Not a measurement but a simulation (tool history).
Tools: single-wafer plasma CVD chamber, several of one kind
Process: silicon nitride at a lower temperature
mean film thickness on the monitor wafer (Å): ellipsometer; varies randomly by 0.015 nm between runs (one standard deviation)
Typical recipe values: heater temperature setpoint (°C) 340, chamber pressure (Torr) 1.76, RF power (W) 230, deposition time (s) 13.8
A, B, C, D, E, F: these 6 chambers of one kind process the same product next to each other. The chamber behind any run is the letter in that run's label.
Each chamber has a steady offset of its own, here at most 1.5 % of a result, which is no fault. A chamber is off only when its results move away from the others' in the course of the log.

run     day  heater temperature setpoint (°C)  chamber pressure (Torr)  RF power (W)  deposition time (s)  read-back reference wafer on the same gauge, thickness_nm  mean film thickness on the monitor wafer (Å)
 1D   0.225                               340                     1.76           230                 13.8                                                     12.101                                        140.62
 2B   0.462                               340                     1.76           230                 13.8                                                     12.101                                        139.93
 3A   0.854                               340                     1.76           230                 13.8                                                     12.100                                        139.79
 4C   1.283                               340                     1.76           230                 13.8                                                     12.104                                        138.32
 5E   1.633                               340                     1.76           230                 13.8                                                     12.108                                        139.22
 6F   2.046                               340                     1.76           230                 13.8                                                     12.108                                        139.18
 7D   2.304                               340                     1.76           230                 13.8                                                     12.108                                        140.71
 8E   2.767                               340                     1.76           230                 16.4                                                     12.106                                        165.06
 9F   3.146                               340                     1.76           230                 16.4                                                     12.110                                        165.40
10C   3.421                               340                     1.76           230                 16.4                                                     12.113                                        164.40
11A   3.888                               340                     1.76           230                 16.4                                                     12.113                                        166.48
12B   4.342                               340                     1.76           230                 16.4                                                     12.113                                        166.09
13E   4.696                               340                     1.76           230                 16.4                                                     12.117                                        165.18
14D   5.079                               340                     1.76           230                 13.8                                                     12.119                                        140.58
15C   5.471                               340                     1.76           230                 13.8                                                     12.120                                        138.43
16A   5.908                               340                     1.76           230                 13.8                                                     12.120                                        140.04
      6.171  -- chamber F: RF generator calibrated
17F   6.379                               340                     1.76           230                 13.8                                                     12.123                                        139.37
18B   6.804                               340                     1.76           230                 13.8                                                     12.126                                        140.06
19A   7.096                               340                     1.40           230                 13.8                                                     12.127                                        131.38
20B   7.567                               340                     1.40           230                 13.8                                                     12.126                                        131.61
      7.821  -- chamber E: capacitance manometer re-zeroed and calibrated
21C   7.825                               340                     1.40           230                 13.8                                                     12.128                                        130.07
22D   8.062                               340                     1.40           230                 13.8                                                     12.128                                        132.42
23F   8.296                               340                     1.40           230                 13.8                                                     12.130                                        130.93
24E   8.583                               340                     1.40           230                 13.8                                                     12.129                                        130.90
25A   8.867                               340                     1.76           230                 13.8                                                     12.134                                        140.17
26D   9.158                               332                     1.76           230                 13.8                                                     12.130                                        141.55
27B   9.408                               332                     1.76           230                 13.8                                                     12.130                                        140.36
28F   9.688                               332                     1.76           230                 13.8                                                     12.131                                        140.03
29E   9.904                               332                     1.76           230                 13.8                                                     12.133                                        140.11
30C  10.283                               332                     1.76           230                 13.8                                                     12.139                                        138.81
31A  10.512                               332                     1.76           230                 13.8                                                     12.139                                        140.56
32E  10.825                               340                     1.76           230                 13.8                                                     12.142                                        139.24
33C  11.167                               340                     1.76           230                 13.8                                                     12.143                                        138.86
     11.429  -- chamber F: capacitance manometer re-zeroed and calibrated
34B  11.612                               340                     1.76           230                 13.8                                                     12.141                                        139.84
35D  11.871                               340                     1.76           230                 13.8                                                     12.141                                        140.94
36F  12.204                               340                     1.76           230                 13.8                                                     12.139                                        139.93
37F  12.467                               340                     1.76           230                 13.8                                                     12.144                                        139.62
38E  12.925                               340                     1.76           260                 13.8                                                     12.146                                        152.25
39A  13.333                               340                     1.76           260                 13.8                                                     12.148                                        153.38
40D  13.696                               340                     1.76           260                 13.8                                                     12.146                                        154.50
41C  14.038                               340                     1.76           260                 13.8                                                     12.149                                        151.05
42B  14.417                               340                     1.76           260                 13.8                                                     12.151                                        152.74
43C  14.875                               340                     1.76           260                 13.8                                                     12.151                                        151.40
44D  15.162                               340                     1.76           230                 13.8                                                     12.154                                        140.96

What goes on in this fleet: one chamber off, a drifting gauge, or nothing beyond the chambers' own small offsets? Name the chamber and the cause, if any.

Gauge drift. The chambers move together only on paper, and none stands off.
Likeliest cause: gauge reads high (%) = 0.446.
